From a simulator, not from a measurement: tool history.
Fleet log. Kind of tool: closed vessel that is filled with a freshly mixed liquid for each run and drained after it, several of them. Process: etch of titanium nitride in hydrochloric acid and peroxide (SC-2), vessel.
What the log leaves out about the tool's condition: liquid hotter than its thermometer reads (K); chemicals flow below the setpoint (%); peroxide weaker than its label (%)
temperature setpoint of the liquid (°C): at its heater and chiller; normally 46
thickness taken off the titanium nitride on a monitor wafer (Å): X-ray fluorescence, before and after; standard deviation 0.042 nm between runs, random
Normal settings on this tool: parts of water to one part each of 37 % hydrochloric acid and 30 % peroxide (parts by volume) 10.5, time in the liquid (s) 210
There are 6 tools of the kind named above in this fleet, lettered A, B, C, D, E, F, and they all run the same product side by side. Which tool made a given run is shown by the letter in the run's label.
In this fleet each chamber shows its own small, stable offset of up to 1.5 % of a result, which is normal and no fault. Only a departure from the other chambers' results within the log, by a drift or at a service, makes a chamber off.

run,hour,temperature setpoint of the liquid (°C),parts of water to one part each of 37 % hydrochloric acid and 30 % peroxide (parts by volume),time in the liquid (s),hours since the thermometer was replaced,hours since the chemicals flow meter was replaced,hours since the drum of peroxide was connected,"read-back film thickness of the titanium nitride reference wafer, read on the same gauge (nm)",thickness taken off the titanium nitride on a monitor wafer (Å)
1D,3.8,46,10.5,210,2431.5,553.6,390.7,149.99,51.656
2A,10.9,46,10.5,210,681.3,251.2,999.3,149.99,51.972
3F,14.9,46,10.5,210,918.2,1551.2,548.4,149.99,51.951
4E,19.8,46,10.5,210,222.8,323.4,305.7,149.97,52.593
5B,26.2,46,10.5,210,552.5,770.7,683.8,150.00,53.521
6C,30.6,46,10.5,210,540.4,234.7,246.1,150.00,52.996
7B,39.0,46,10.5,210,565.3,783.5,696.6,150.00,53.202
8E,45.1,46,10.5,210,248.1,348.7,331.0,150.00,52.406
9D,51.0,46,10.5,210,2478.7,600.8,437.9,150.01,51.245
10C,56.2,46,10.5,210,566.0,260.3,271.7,150.01,51.881
11F,63.7,46,12.5,325,967.0,1600.0,597.2,150.02,69.690
12A,70.0,46,12.5,325,740.4,310.3,1058.4,150.01,70.160
13B,76.3,46,12.5,325,602.6,820.8,733.9,149.98,69.834
14C,80.7,46,12.5,325,590.5,284.8,296.2,149.99,69.332
15D,86.0,46,12.5,325,2513.7,635.8,472.9,150.00,69.405
16E,89.8,46,12.5,325,292.8,393.4,375.7,149.99,69.884
17A,98.5,41,10.5,210,768.9,338.8,1086.9,150.00,37.597
18F,103.2,41,10.5,210,1006.5,1639.5,636.7,149.99,36.999
19E,111.4,41,10.5,210,314.4,415.0,397.3,150.00,37.024
20F,119.1,41,10.5,210,1022.4,1655.4,652.6,150.01,36.502
21C,125.1,41,10.5,210,634.9,329.2,340.6,150.01,36.638
# hour 126.6: chamber B: new drum of peroxide connected
22D,129.2,41,10.5,210,2556.9,679.0,516.1,149.99,36.447
23A,133.1,46,10.5,210,803.5,373.4,1121.5,149.99,53.475
24B,140.9,46,10.5,210,667.2,885.4,14.4,150.00,53.090
25A,147.8,46,5.5,120,818.2,388.1,1136.2,150.00,50.103
26F,154.0,46,5.5,120,1057.3,1690.3,687.5,150.01,50.857
27E,159.5,46,5.5,120,362.5,463.1,445.4,150.00,49.457
28D,167.1,46,5.5,120,2594.8,716.9,554.0,150.00,48.365
29B,170.9,46,5.5,120,697.2,915.4,44.4,149.99,50.700
30C,176.2,46,5.5,120,686.0,380.3,391.7,150.00,49.903
31A,183.3,46,10.5,210,853.7,423.6,1171.7,150.00,52.770
32B,189.2,46,10.5,210,715.5,933.7,62.7,150.00,53.762
33F,196.9,46,10.5,210,1100.2,1733.2,730.4,149.99,52.152
34D,200.8,46,10.5,210,2628.5,750.6,587.7,149.99,49.873
35C,205.9,46,10.5,210,715.7,410.0,421.4,149.99,52.663
36E,213.2,46,10.5,210,416.2,516.8,499.1,149.99,51.823
37B,219.0,46,10.5,210,745.3,963.5,92.5,150.00,53.026
38C,226.9,46,10.5,210,736.7,431.0,442.4,150.00,52.158
39E,231.5,46,10.5,210,434.5,535.1,517.4,149.99,51.678
40D,236.4,46,10.5,210,2664.1,786.2,623.3,150.01,49.793

Each of the 6 chambers runs these same settings next. Fill in every chamber's results:
41A,242.7,46,10.5,135,,,,,?
41B,242.7,46,10.5,135,,,,,?
41C,242.7,46,10.5,135,,,,,?
41D,242.7,46,10.5,135,,,,,?
41E,242.7,46,10.5,135,,,,,?
41F,242.7,46,10.5,135,,,,,?

run,thickness taken off the titanium nitride on a monitor wafer (Å)
41A,33.968
41B,34.257
41C,33.301
41D,31.449
41E,33.317
41F,33.860

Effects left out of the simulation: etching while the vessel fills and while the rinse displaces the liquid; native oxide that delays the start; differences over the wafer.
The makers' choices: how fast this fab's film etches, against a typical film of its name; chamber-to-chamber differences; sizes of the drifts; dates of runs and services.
